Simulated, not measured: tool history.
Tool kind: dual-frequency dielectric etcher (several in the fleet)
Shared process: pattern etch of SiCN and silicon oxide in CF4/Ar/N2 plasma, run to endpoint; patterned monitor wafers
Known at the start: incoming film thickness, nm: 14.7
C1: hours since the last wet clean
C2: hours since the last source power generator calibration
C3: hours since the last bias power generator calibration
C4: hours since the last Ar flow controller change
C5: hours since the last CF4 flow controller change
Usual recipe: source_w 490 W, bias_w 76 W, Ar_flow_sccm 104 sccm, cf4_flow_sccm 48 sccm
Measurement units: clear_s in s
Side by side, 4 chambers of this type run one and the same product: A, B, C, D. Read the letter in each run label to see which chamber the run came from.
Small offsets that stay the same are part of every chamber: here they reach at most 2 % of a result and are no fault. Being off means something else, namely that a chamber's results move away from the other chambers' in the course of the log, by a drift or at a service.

{"run": "1A", "hour": 8.0, "source_w": 490, "bias_w": 76, "Ar_flow_sccm": 104, "cf4_flow_sccm": 48, "C1": 247.2, "C2": 1637.9, "C3": 1953.3, "C4": 121.3, "C5": 339.0, "clear_s": 16.306}
{"run": "2D", "hour": 13.0, "source_w": 490, "bias_w": 76, "Ar_flow_sccm": 104, "cf4_flow_sccm": 48, "C1": 314.7, "C2": 2424.6, "C3": 3879.2, "C4": 628.9, "C5": 2861.1, "clear_s": 16.692}
{"run": "3B", "hour": 17.9, "source_w": 490, "bias_w": 76, "Ar_flow_sccm": 104, "cf4_flow_sccm": 48, "C1": 178.8, "C2": 1653.3, "C3": 1434.6, "C4": 496.5, "C5": 998.3, "clear_s": 16.628}
{"hour": 21.2, "done": "chamber C: wet clean of the chamber"}
{"run": "4C", "hour": 27.4, "source_w": 490, "bias_w": 76, "Ar_flow_sccm": 104, "cf4_flow_sccm": 48, "C1": 6.2, "C2": 624.9, "C3": 1062.3, "C4": 141.0, "C5": 1763.6, "clear_s": 16.518}
{"run": "5A", "hour": 35.3, "source_w": 490, "bias_w": 76, "Ar_flow_sccm": 104, "cf4_flow_sccm": 48, "C1": 274.5, "C2": 1665.2, "C3": 1980.6, "C4": 148.6, "C5": 366.3, "clear_s": 16.286}
{"run": "6C", "hour": 40.3, "source_w": 490, "bias_w": 76, "Ar_flow_sccm": 104, "cf4_flow_sccm": 48, "C1": 19.1, "C2": 637.8, "C3": 1075.2, "C4": 153.9, "C5": 1776.5, "clear_s": 16.482}
{"run": "7D", "hour": 48.8, "source_w": 490, "bias_w": 76, "Ar_flow_sccm": 104, "cf4_flow_sccm": 48, "C1": 350.5, "C2": 2460.4, "C3": 3915.0, "C4": 664.7, "C5": 2896.9, "clear_s": 16.691}
{"run": "8B", "hour": 57.7, "source_w": 490, "bias_w": 76, "Ar_flow_sccm": 104, "cf4_flow_sccm": 48, "C1": 218.6, "C2": 1693.1, "C3": 1474.4, "C4": 536.3, "C5": 1038.1, "clear_s": 16.508}
{"run": "9C", "hour": 63.1, "source_w": 490, "bias_w": 76, "Ar_flow_sccm": 104, "cf4_flow_sccm": 48, "C1": 41.9, "C2": 660.6, "C3": 1098.0, "C4": 176.7, "C5": 1799.3, "clear_s": 16.446}
{"run": "10D", "hour": 68.3, "source_w": 490, "bias_w": 76, "Ar_flow_sccm": 104, "cf4_flow_sccm": 48, "C1": 370.0, "C2": 2479.9, "C3": 3934.5, "C4": 684.2, "C5": 2916.4, "clear_s": 16.561}
{"run": "11B", "hour": 74.6, "source_w": 490, "bias_w": 76, "Ar_flow_sccm": 104, "cf4_flow_sccm": 48, "C1": 235.5, "C2": 1710.0, "C3": 1491.3, "C4": 553.2, "C5": 1055.0, "clear_s": 16.492}
{"run": "12A", "hour": 81.3, "source_w": 490, "bias_w": 76, "Ar_flow_sccm": 104, "cf4_flow_sccm": 48, "C1": 320.5, "C2": 1711.2, "C3": 2026.6, "C4": 194.6, "C5": 412.3, "clear_s": 16.306}
{"run": "13C", "hour": 89.4, "source_w": 490, "bias_w": 76, "Ar_flow_sccm": 104, "cf4_flow_sccm": 48, "C1": 68.2, "C2": 686.9, "C3": 1124.3, "C4": 203.0, "C5": 1825.6, "clear_s": 16.494}
{"run": "14D", "hour": 94.6, "source_w": 490, "bias_w": 76, "Ar_flow_sccm": 104, "cf4_flow_sccm": 48, "C1": 396.3, "C2": 2506.2, "C3": 3960.8, "C4": 710.5, "C5": 2942.7, "clear_s": 16.667}
{"run": "15B", "hour": 103.2, "source_w": 490, "bias_w": 76, "Ar_flow_sccm": 104, "cf4_flow_sccm": 48, "C1": 264.1, "C2": 1738.6, "C3": 1519.9, "C4": 581.8, "C5": 1083.6, "clear_s": 16.461}
{"run": "16A", "hour": 108.4, "source_w": 490, "bias_w": 76, "Ar_flow_sccm": 104, "cf4_flow_sccm": 48, "C1": 347.6, "C2": 1738.3, "C3": 2053.7, "C4": 221.7, "C5": 439.4, "clear_s": 16.553}
{"run": "17D", "hour": 112.5, "source_w": 490, "bias_w": 76, "Ar_flow_sccm": 104, "cf4_flow_sccm": 48, "C1": 414.2, "C2": 2524.1, "C3": 3978.7, "C4": 728.4, "C5": 2960.6, "clear_s": 16.617}
{"hour": 116.6, "done": "chamber A: wet clean of the chamber"}
{"run": "18C", "hour": 120.7, "source_w": 490, "bias_w": 76, "Ar_flow_sccm": 104, "cf4_flow_sccm": 48, "C1": 99.5, "C2": 718.2, "C3": 1155.6, "C4": 234.3, "C5": 1856.9, "clear_s": 16.491}
{"hour": 127.7, "done": "chamber D: wet clean of the chamber"}
{"run": "19B", "hour": 129.9, "source_w": 490, "bias_w": 76, "Ar_flow_sccm": 104, "cf4_flow_sccm": 48, "C1": 290.8, "C2": 1765.3, "C3": 1546.6, "C4": 608.5, "C5": 1110.3, "clear_s": 16.566}
{"run": "20A", "hour": 138.8, "source_w": 490, "bias_w": 82, "Ar_flow_sccm": 104, "cf4_flow_sccm": 48, "C1": 22.3, "C2": 1768.7, "C3": 2084.1, "C4": 252.1, "C5": 469.8, "clear_s": 16.148}
{"run": "21D", "hour": 144.6, "source_w": 490, "bias_w": 82, "Ar_flow_sccm": 104, "cf4_flow_sccm": 48, "C1": 16.9, "C2": 2556.2, "C3": 4010.8, "C4": 760.5, "C5": 2992.7, "clear_s": 16.166}
{"run": "22A", "hour": 152.0, "source_w": 490, "bias_w": 82, "Ar_flow_sccm": 104, "cf4_flow_sccm": 48, "C1": 35.5, "C2": 1781.9, "C3": 2097.3, "C4": 265.3, "C5": 483.0, "clear_s": 16.129}
{"run": "23C", "hour": 156.4, "source_w": 490, "bias_w": 82, "Ar_flow_sccm": 104, "cf4_flow_sccm": 48, "C1": 135.2, "C2": 753.9, "C3": 1191.3, "C4": 270.0, "C5": 1892.6, "clear_s": 16.082}
{"run": "24B", "hour": 164.5, "source_w": 490, "bias_w": 76, "Ar_flow_sccm": 104, "cf4_flow_sccm": 48, "C1": 325.4, "C2": 1799.9, "C3": 1581.2, "C4": 643.1, "C5": 1144.9, "clear_s": 16.531}
{"hour": 167.8, "done": "chamber D: source power generator calibrated"}
{"run": "25C", "hour": 171.2, "source_w": 490, "bias_w": 76, "Ar_flow_sccm": 104, "cf4_flow_sccm": 48, "C1": 150.0, "C2": 768.7, "C3": 1206.1, "C4": 284.8, "C5": 1907.4, "clear_s": 16.557}
{"run": "26A", "hour": 179.2, "source_w": 490, "bias_w": 76, "Ar_flow_sccm": 104, "cf4_flow_sccm": 48, "C1": 62.7, "C2": 1809.1, "C3": 2124.5, "C4": 292.5, "C5": 510.2, "clear_s": 16.663}
{"run": "27D", "hour": 186.5, "source_w": 490, "bias_w": 76, "Ar_flow_sccm": 116, "cf4_flow_sccm": 39, "C1": 58.8, "C2": 18.8, "C3": 4052.7, "C4": 802.4, "C5": 3034.6, "clear_s": 17.64}
{"run": "28B", "hour": 192.6, "source_w": 490, "bias_w": 76, "Ar_flow_sccm": 116, "cf4_flow_sccm": 39, "C1": 353.5, "C2": 1828.0, "C3": 1609.3, "C4": 671.2, "C5": 1173.0, "clear_s": 17.365}
{"run": "29A", "hour": 201.5, "source_w": 490, "bias_w": 76, "Ar_flow_sccm": 116, "cf4_flow_sccm": 39, "C1": 85.0, "C2": 1831.4, "C3": 2146.8, "C4": 314.8, "C5": 532.5, "clear_s": 17.604}
{"run": "30D", "hour": 205.8, "source_w": 490, "bias_w": 76, "Ar_flow_sccm": 116, "cf4_flow_sccm": 39, "C1": 78.1, "C2": 38.1, "C3": 4072.0, "C4": 821.7, "C5": 3053.9, "clear_s": 17.581}
{"run": "31C", "hour": 211.4, "source_w": 490, "bias_w": 62, "Ar_flow_sccm": 127, "cf4_flow_sccm": 48, "C1": 190.2, "C2": 808.9, "C3": 1246.3, "C4": 325.0, "C5": 1947.6, "clear_s": 18.452}
{"run": "32B", "hour": 217.2, "source_w": 490, "bias_w": 62, "Ar_flow_sccm": 127, "cf4_flow_sccm": 48, "C1": 378.1, "C2": 1852.6, "C3": 1633.9, "C4": 695.8, "C5": 1197.6, "clear_s": 18.457}
{"run": "33B", "hour": 222.8, "source_w": 490, "bias_w": 62, "Ar_flow_sccm": 127, "cf4_flow_sccm": 48, "C1": 383.7, "C2": 1858.2, "C3": 1639.5, "C4": 701.4, "C5": 1203.2, "clear_s": 18.411}
{"run": "34D", "hour": 230.9, "source_w": 490, "bias_w": 62, "Ar_flow_sccm": 127, "cf4_flow_sccm": 48, "C1": 103.2, "C2": 63.2, "C3": 4097.1, "C4": 846.8, "C5": 3079.0, "clear_s": 18.635}
{"run": "35A", "hour": 235.6, "source_w": 490, "bias_w": 76, "Ar_flow_sccm": 104, "cf4_flow_sccm": 48, "C1": 119.1, "C2": 1865.5, "C3": 2180.9, "C4": 348.9, "C5": 566.6, "clear_s": 16.903}
{"run": "36C", "hour": 243.8, "source_w": 490, "bias_w": 76, "Ar_flow_sccm": 123, "cf4_flow_sccm": 53, "C1": 222.6, "C2": 841.3, "C3": 1278.7, "C4": 357.4, "C5": 1980.0, "clear_s": 16.659}
{"run": "37B", "hour": 252.6, "source_w": 490, "bias_w": 76, "Ar_flow_sccm": 123, "cf4_flow_sccm": 53, "C1": 413.5, "C2": 1888.0, "C3": 1669.3, "C4": 731.2, "C5": 1233.0, "clear_s": 16.784}
{"run": "38A", "hour": 257.9, "source_w": 490, "bias_w": 76, "Ar_flow_sccm": 123, "cf4_flow_sccm": 53, "C1": 141.4, "C2": 1887.8, "C3": 2203.2, "C4": 371.2, "C5": 588.9, "clear_s": 17.239}
{"run": "39D", "hour": 264.1, "source_w": 490, "bias_w": 76, "Ar_flow_sccm": 123, "cf4_flow_sccm": 53, "C1": 136.4, "C2": 96.4, "C3": 4130.3, "C4": 880.0, "C5": 3112.2, "clear_s": 16.71}
{"run": "40C", "hour": 273.1, "source_w": 490, "bias_w": 76, "Ar_flow_sccm": 104, "cf4_flow_sccm": 48, "C1": 251.9, "C2": 870.6, "C3": 1308.0, "C4": 386.7, "C5": 2009.3, "clear_s": 16.478}
{"run": "41A", "hour": 277.6, "source_w": 490, "bias_w": 76, "Ar_flow_sccm": 104, "cf4_flow_sccm": 48, "C1": 161.1, "C2": 1907.5, "C3": 2222.9, "C4": 390.9, "C5": 608.6, "clear_s": 16.977}

Each of the 4 chambers runs these same settings next. Fill in every chamber's results:
{"run": "42A", "hour": 284.4, "source_w": 490, "bias_w": 76, "Ar_flow_sccm": 104, "cf4_flow_sccm": 48, "clear_s": "?"}
{"run": "42B", "hour": 284.4, "source_w": 490, "bias_w": 76, "Ar_flow_sccm": 104, "cf4_flow_sccm": 48, "clear_s": "?"}
{"run": "42C", "hour": 284.4, "source_w": 490, "bias_w": 76, "Ar_flow_sccm": 104, "cf4_flow_sccm": 48, "clear_s": "?"}
{"run": "42D", "hour": 284.4, "source_w": 490, "bias_w": 76, "Ar_flow_sccm": 104, "cf4_flow_sccm": 48, "clear_s": "?"}

run=42A clear_s=16.953
run=42B clear_s=16.499
run=42C clear_s=16.444
run=42D clear_s=16.657
